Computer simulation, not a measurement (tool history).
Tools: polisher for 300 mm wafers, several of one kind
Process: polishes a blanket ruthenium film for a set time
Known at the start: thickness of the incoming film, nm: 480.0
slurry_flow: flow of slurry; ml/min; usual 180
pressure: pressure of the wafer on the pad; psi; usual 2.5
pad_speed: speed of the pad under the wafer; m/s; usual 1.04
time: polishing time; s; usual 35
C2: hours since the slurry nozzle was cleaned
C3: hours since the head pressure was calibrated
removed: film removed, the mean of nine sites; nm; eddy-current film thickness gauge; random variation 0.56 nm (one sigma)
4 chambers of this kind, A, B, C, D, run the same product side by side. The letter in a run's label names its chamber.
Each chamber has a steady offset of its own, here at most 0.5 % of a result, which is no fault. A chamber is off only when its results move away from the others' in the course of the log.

-- hour=7.5 chamber A: slurry nozzle cleaned
run 1A hour=9.0 | slurry_flow=180 pressure=2.5 pad_speed=1.04 time=35 | wafers_polished_on_this_pad=367 C2=1.6 C3=646.0 | removed=59.176
-- hour=15.7 chamber B: worn pad replaced by a new one
run 2B hour=18.9 | slurry_flow=180 pressure=2.5 pad_speed=1.04 time=35 | wafers_polished_on_this_pad=39 C2=36.5 C3=139.4 | removed=58.825
-- hour=25.8 chamber C: worn pad replaced by a new one
run 3C hour=32.4 | slurry_flow=180 pressure=2.5 pad_speed=1.04 time=35 | wafers_polished_on_this_pad=81 C2=311.7 C3=700.4 | removed=56.907
-- hour=35.6 chamber D: worn pad replaced by a new one
run 4D hour=43.9 | slurry_flow=180 pressure=2.5 pad_speed=1.04 time=35 | wafers_polished_on_this_pad=102 C2=506.2 C3=585.2 | removed=58.279
run 5C hour=54.2 | slurry_flow=120 pressure=3.2 pad_speed=1.04 time=35 | wafers_polished_on_this_pad=347 C2=333.5 C3=722.2 | removed=69.667
run 6D hour=60.6 | slurry_flow=120 pressure=3.2 pad_speed=1.04 time=35 | wafers_polished_on_this_pad=305 C2=522.9 C3=601.9 | removed=70.193
run 7A hour=68.7 | slurry_flow=120 pressure=3.2 pad_speed=1.04 time=35 | wafers_polished_on_this_pad=1095 C2=61.3 C3=705.7 | removed=70.404
run 8B hour=79.8 | slurry_flow=120 pressure=3.2 pad_speed=1.04 time=35 | wafers_polished_on_this_pad=781 C2=97.4 C3=200.3 | removed=68.862
run 9A hour=90.6 | slurry_flow=180 pressure=2.5 pad_speed=1.04 time=35 | wafers_polished_on_this_pad=1362 C2=83.2 C3=727.6 | removed=58.409
-- hour=93.9 chamber A: worn pad replaced by a new one
run 10C hour=101.9 | slurry_flow=180 pressure=3.1 pad_speed=1.04 time=25 | wafers_polished_on_this_pad=929 C2=381.2 C3=769.9 | removed=51.875
run 11D hour=110.6 | slurry_flow=180 pressure=3.1 pad_speed=1.04 time=25 | wafers_polished_on_this_pad=915 C2=572.9 C3=651.9 | removed=50.877
-- hour=118.8 chamber B: worn pad replaced by a new one
run 12B hour=122.2 | slurry_flow=180 pressure=3.1 pad_speed=1.04 time=25 | wafers_polished_on_this_pad=42 C2=139.8 C3=242.7 | removed=51.571
-- hour=123.3 chamber C: worn pad replaced by a new one
-- hour=133.2 chamber D: worn pad replaced by a new one
run 13D hour=133.5 | slurry_flow=180 pressure=3.1 pad_speed=1.04 time=25 | wafers_polished_on_this_pad=3 C2=595.8 C3=674.8 | removed=51.153
-- hour=142.8 chamber D: slurry nozzle cleaned
run 14C hour=147.2 | slurry_flow=180 pressure=2.5 pad_speed=1.04 time=35 | wafers_polished_on_this_pad=292 C2=426.5 C3=815.2 | removed=57.648
run 15A hour=153.7 | slurry_flow=180 pressure=2.5 pad_speed=1.04 time=35 | wafers_polished_on_this_pad=729 C2=146.3 C3=790.7 | removed=57.874
run 16B hour=161.1 | slurry_flow=180 pressure=2.5 pad_speed=1.04 time=35 | wafers_polished_on_this_pad=516 C2=178.7 C3=281.6 | removed=58.004
run 17A hour=168.7 | slurry_flow=180 pressure=2.5 pad_speed=1.04 time=35 | wafers_polished_on_this_pad=912 C2=161.3 C3=805.7 | removed=58.368
run 18C hour=176.6 | slurry_flow=180 pressure=2.5 pad_speed=1.04 time=35 | wafers_polished_on_this_pad=651 C2=455.9 C3=844.6 | removed=57.807
-- hour=178.4 chamber B: head pressure recalibrated
run 19D hour=183.1 | slurry_flow=180 pressure=2.5 pad_speed=1.04 time=35 | wafers_polished_on_this_pad=608 C2=40.3 C3=724.4 | removed=57.574
run 20B hour=196.5 | slurry_flow=180 pressure=2.5 pad_speed=1.04 time=35 | wafers_polished_on_this_pad=947 C2=214.1 C3=18.1 | removed=57.527
run 21C hour=210.5 | slurry_flow=180 pressure=2.5 pad_speed=1.04 time=35 | wafers_polished_on_this_pad=1064 C2=489.8 C3=878.5 | removed=59.034
-- hour=216.7 chamber B: worn pad replaced by a new one
-- hour=220.4 chamber A: worn pad replaced by a new one
run 22D hour=224.7 | slurry_flow=180 pressure=2.5 pad_speed=1.04 time=35 | wafers_polished_on_this_pad=1115 C2=81.9 C3=766.0 | removed=58.674
-- hour=226.6 chamber C: worn pad replaced by a new one
run 23A hour=231.2 | slurry_flow=180 pressure=2.5 pad_speed=1.04 time=35 | wafers_polished_on_this_pad=132 C2=223.8 C3=868.2 | removed=59.652
run 24B hour=244.6 | slurry_flow=180 pressure=2.5 pad_speed=1.04 time=35 | wafers_polished_on_this_pad=340 C2=262.2 C3=66.2 | removed=57.783
-- hour=250.5 chamber D: worn pad replaced by a new one
run 25D hour=256.4 | slurry_flow=180 pressure=2.5 pad_speed=1.04 time=35 | wafers_polished_on_this_pad=72 C2=113.6 C3=797.7 | removed=57.192
run 26B hour=270.2 | slurry_flow=180 pressure=2.5 pad_speed=1.04 time=35 | wafers_polished_on_this_pad=652 C2=287.8 C3=91.8 | removed=58.678
-- hour=277.8 chamber A: head pressure recalibrated
run 27A hour=283.7 | slurry_flow=180 pressure=2.5 pad_speed=1.04 time=35 | wafers_polished_on_this_pad=772 C2=276.3 C3=5.9 | removed=53.597
run 28C hour=297.2 | slurry_flow=180 pressure=2.5 pad_speed=1.04 time=35 | wafers_polished_on_this_pad=861 C2=576.5 C3=965.2 | removed=57.417
-- hour=298.3 chamber B: worn pad replaced by a new one
run 29A hour=307.6 | slurry_flow=180 pressure=2.5 pad_speed=1.04 time=35 | wafers_polished_on_this_pad=1064 C2=300.2 C3=29.8 | removed=53.223
run 30C hour=315.8 | slurry_flow=180 pressure=2.5 pad_speed=1.04 time=35 | wafers_polished_on_this_pad=1087 C2=595.1 C3=983.8 | removed=58.065
run 31B hour=328.6 | slurry_flow=180 pressure=2.5 pad_speed=1.18 time=35 | wafers_polished_on_this_pad=369 C2=346.2 C3=150.2 | removed=66.468
-- hour=332.2 chamber C: worn pad replaced by a new one
run 32D hour=342.0 | slurry_flow=180 pressure=2.5 pad_speed=1.18 time=35 | wafers_polished_on_this_pad=1115 C2=199.2 C3=883.3 | removed=65.370
-- hour=345.7 chamber A: worn pad replaced by a new one
run 33A hour=350.7 | slurry_flow=180 pressure=2.5 pad_speed=1.18 time=35 | wafers_polished_on_this_pad=61 C2=343.3 C3=72.9 | removed=60.390
run 34C hour=360.3 | slurry_flow=180 pressure=2.5 pad_speed=1.18 time=35 | wafers_polished_on_this_pad=343 C2=639.6 C3=1028.3 | removed=66.660
-- hour=368.6 chamber D: worn pad replaced by a new one
run 35D hour=371.1 | slurry_flow=180 pressure=3.2 pad_speed=1.04 time=35 | wafers_polished_on_this_pad=30 C2=228.3 C3=912.4 | removed=74.760
-- hour=380.2 chamber B: worn pad replaced by a new one
run 36B hour=382.7 | slurry_flow=180 pressure=3.2 pad_speed=1.04 time=35 | wafers_polished_on_this_pad=31 C2=400.3 C3=204.3 | removed=75.260
run 37D hour=396.2 | slurry_flow=180 pressure=3.2 pad_speed=1.04 time=35 | wafers_polished_on_this_pad=336 C2=253.4 C3=937.5 | removed=74.548
run 38B hour=402.9 | slurry_flow=180 pressure=3.2 pad_speed=1.04 time=35 | wafers_polished_on_this_pad=277 C2=420.5 C3=224.5 | removed=74.200
run 39C hour=412.4 | slurry_flow=180 pressure=2.5 pad_speed=1.04 time=35 | wafers_polished_on_this_pad=978 C2=691.7 C3=1080.4 | removed=58.669
run 40A hour=424.1 | slurry_flow=180 pressure=2.5 pad_speed=1.04 time=35 | wafers_polished_on_this_pad=956 C2=416.7 C3=146.3 | removed=52.887
-- hour=428.3 chamber C: worn pad replaced by a new one
run 41A hour=434.8 | slurry_flow=180 pressure=2.5 pad_speed=1.04 time=35 | wafers_polished_on_this_pad=1087 C2=427.4 C3=157.0 | removed=52.594
run 42C hour=442.2 | slurry_flow=180 pressure=2.5 pad_speed=1.04 time=35 | wafers_polished_on_this_pad=169 C2=721.5 C3=1110.2 | removed=57.900
run 43B hour=450.8 | slurry_flow=180 pressure=2.5 pad_speed=1.04 time=35 | wafers_polished_on_this_pad=861 C2=468.4 C3=272.4 | removed=58.579
run 44D hour=459.4 | slurry_flow=180 pressure=2.5 pad_speed=1.04 time=35 | wafers_polished_on_this_pad=1107 C2=316.6 C3=1000.7 | removed=57.396

Next, every chamber runs the same settings. What will each give?
run 45A hour=469.9 | slurry_flow=180 pressure=2.5 pad_speed=1.04 time=35 | removed=?
run 45B hour=469.9 | slurry_flow=180 pressure=2.5 pad_speed=1.04 time=35 | removed=?
run 45C hour=469.9 | slurry_flow=180 pressure=2.5 pad_speed=1.04 time=35 | removed=?
run 45D hour=469.9 | slurry_flow=180 pressure=2.5 pad_speed=1.04 time=35 | removed=?

run=45A removed=51.985
run=45B removed=56.986
run=45C removed=58.708
run=45D removed=57.649
